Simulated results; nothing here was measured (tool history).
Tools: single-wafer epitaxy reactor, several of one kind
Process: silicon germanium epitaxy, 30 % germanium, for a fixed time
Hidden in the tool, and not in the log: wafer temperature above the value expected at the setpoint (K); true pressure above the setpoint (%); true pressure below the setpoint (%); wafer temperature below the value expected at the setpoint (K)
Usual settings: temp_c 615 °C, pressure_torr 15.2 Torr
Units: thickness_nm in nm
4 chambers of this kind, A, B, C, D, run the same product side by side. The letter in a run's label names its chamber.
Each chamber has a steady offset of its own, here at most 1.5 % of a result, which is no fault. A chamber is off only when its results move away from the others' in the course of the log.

run  hour  temp_c  pressure_torr  hours since the last pyrometer calibration  hours since the last manometer calibration  read-back reference wafer on the same gauge, thickness_nm  thickness_nm
 1B   2.7     615           15.2                                      1496.2                                       548.7                                                     83.041        69.706
 2A   6.8     615           15.2                                      1595.2                                      1172.7                                                     83.064        69.424
 3C  10.2     615           15.2                                        98.3                                       928.6                                                     83.074        68.698
 4D  13.4     615           15.2                                       132.2                                       768.8                                                     82.933        69.528
 5B  17.6     615           15.2                                      1511.1                                       563.6                                                     82.939        69.997
 6C  20.1     615           15.2                                       108.2                                       938.5                                                     83.000        68.218
 7D  22.2     628           15.2                                       141.0                                       777.6                                                     82.939        87.658
 8A  25.1     628           15.2                                      1613.5                                      1191.0                                                     82.933        87.410
 9A  27.0     628           15.2                                      1615.4                                      1192.9                                                     83.018        87.139
     29.0  -- chamber B: pyrometer calibrated
10B  30.4     628           15.2                                         1.5                                       576.4                                                     83.045        89.830
11C  34.5     615           15.2                                       122.6                                       952.9                                                     83.020        68.152
12D  36.7     615           15.2                                       155.5                                       792.1                                                     82.985        70.292
13B  40.8     615           15.2                                        11.9                                       586.8                                                     83.033        72.216
14D  43.8     615           15.2                                       162.6                                       799.2                                                     82.867        69.825
15A  46.8     615           15.2                                      1635.2                                      1212.7                                                     83.057        69.421
16C  50.7     603           15.2                                       138.8                                       969.1                                                     82.960        55.140
17B  52.8     603           15.2                                        23.9                                       598.8                                                     82.999        57.564
18C  55.0     603           15.2                                       143.1                                       973.4                                                     83.094        55.452
19D  57.7     603           15.2                                       176.5                                       813.1                                                     83.013        56.302
20A  61.0     615           15.2                                      1649.4                                      1226.9                                                     82.999        69.886
21B  63.0     615           15.2                                        34.1                                       609.0                                                     83.010        71.499
22D  65.6     624           17.4                                       184.4                                       821.0                                                     83.014        86.224
23A  69.8     624           17.4                                      1658.2                                      1235.7                                                     82.983        86.006
24C  72.1     624           17.4                                       160.2                                       990.5                                                     83.022        84.211
25B  76.4     624           17.4                                        47.5                                       622.4                                                     83.046        88.752
26A  80.9     621           14.0                                      1669.3                                      1246.8                                                     82.988        74.362
27C  85.3     621           14.0                                       173.4                                      1003.7                                                     82.965        73.410

Next, every chamber runs the same settings. What will each give?
28A  88.5     615           15.2                                                                                                                                                                ?
28B  88.5     615           15.2                                                                                                                                                                ?
28C  88.5     615           15.2                                                                                                                                                                ?
28D  88.5     615           15.2                                                                                                                                                                ?

run  thickness_nm
28A        69.812
28B        71.452
28C        68.115
28D        69.296
